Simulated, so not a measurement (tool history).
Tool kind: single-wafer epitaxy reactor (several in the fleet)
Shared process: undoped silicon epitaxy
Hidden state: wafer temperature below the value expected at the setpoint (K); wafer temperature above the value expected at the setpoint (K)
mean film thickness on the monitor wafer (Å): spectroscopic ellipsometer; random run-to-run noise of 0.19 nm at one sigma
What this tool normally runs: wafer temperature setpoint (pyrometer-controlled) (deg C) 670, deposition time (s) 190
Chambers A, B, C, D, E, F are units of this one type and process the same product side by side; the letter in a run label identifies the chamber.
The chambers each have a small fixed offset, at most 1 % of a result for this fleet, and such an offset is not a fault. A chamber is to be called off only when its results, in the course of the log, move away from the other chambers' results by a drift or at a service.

run	hour	wafer temperature setpoint (pyrometer-controlled) (deg C)	deposition time (s)	hours since the last pyrometer calibration	read-back reference wafer on the same gauge, thickness_nm	mean film thickness on the monitor wafer (Å)
1E	5.2	670	190	1145.3	42.014	482.55
2B	12.1	670	190	2349.5	42.023	491.54
3A	19.6	670	190	1150.4	41.986	486.58
4D	25.9	670	190	1901.7	41.975	487.86
5C	33.7	670	190	599.1	41.976	490.86
6F	40.8	670	190	929.8	41.947	483.67
7F	47.5	670	190	936.5	41.996	485.90
8D	51.7	670	190	1927.5	42.025	489.21
9E	55.8	670	190	1195.9	41.983	486.58
10C	60.0	670	190	625.4	41.994	486.41
11B	66.6	670	190	2404.0	41.995	492.76
12A	73.6	662	166	1204.4	42.018	355.56
13A	79.8	662	166	1210.6	42.023	357.71
14D	86.1	662	166	1961.9	41.999	364.57
# hour 89.2: chamber D: pyrometer calibrated
15E	92.2	662	166	1232.3	41.965	357.21
16F	96.2	662	166	985.2	41.989	358.17
17B	100.2	662	166	2437.6	41.992	359.65
18C	105.1	670	190	670.5	42.010	489.03
19D	109.2	670	190	20.0	41.979	518.16
20B	114.9	670	190	2452.3	41.976	489.13
21C	119.8	670	190	685.2	42.020	488.97
22F	124.0	670	190	1013.0	41.996	483.35
23A	129.3	670	190	1260.1	41.990	481.27
24E	133.6	670	190	1273.7	42.040	488.10
25D	141.0	670	190	51.8	41.997	515.30
26F	147.2	670	170	1036.2	41.948	435.17
27C	154.0	670	170	719.4	41.991	435.89
28A	158.3	670	170	1289.1	42.005	428.93
29B	162.1	670	170	2499.5	41.954	434.63
30E	167.5	670	170	1307.6	41.975	434.75
31E	172.1	670	170	1312.2	42.004	436.86
32D	178.2	670	190	89.0	41.992	513.24
33C	183.9	670	190	749.3	41.966	487.65
34F	187.7	670	190	1076.7	42.017	484.56
35B	195.1	670	177	2532.5	42.036	454.22
36A	199.2	670	177	1330.0	41.969	453.31

Does one chamber stand apart from the rest, does the shared gauge drift, or is all well apart from small per-chamber offsets? Give the chamber and the most likely cause, where there is one.

The work done on chamber D during a service left it standing apart from the others.
Likeliest cause: wafer temperature above the value expected at the setpoint (K) = 2.39.

Which of the 4 candidates below, each the usual settings with something changed and its results left as question marks, puts chamber D back in line with what the other chambers give on the usual settings?
A result is in line if it is within this distance of the other chambers' mean on the usual settings: mean film thickness on the monitor wafer (Å) 6.80
37D-1	204.9	670	200			?
37D-2	204.9	670	195			?
37D-3	204.9	670	180			?
37D-4	204.9	670	185			?

On the usual settings, the other chambers give on average: mean film thickness on the monitor wafer (Å) 487.11
run	mean film thickness on the monitor wafer (Å)
37D-1	542.06
37D-2	528.51
37D-3	487.86
37D-4	501.41
Change 37D-3 lands the chamber within the allowed miss of the other chambers.
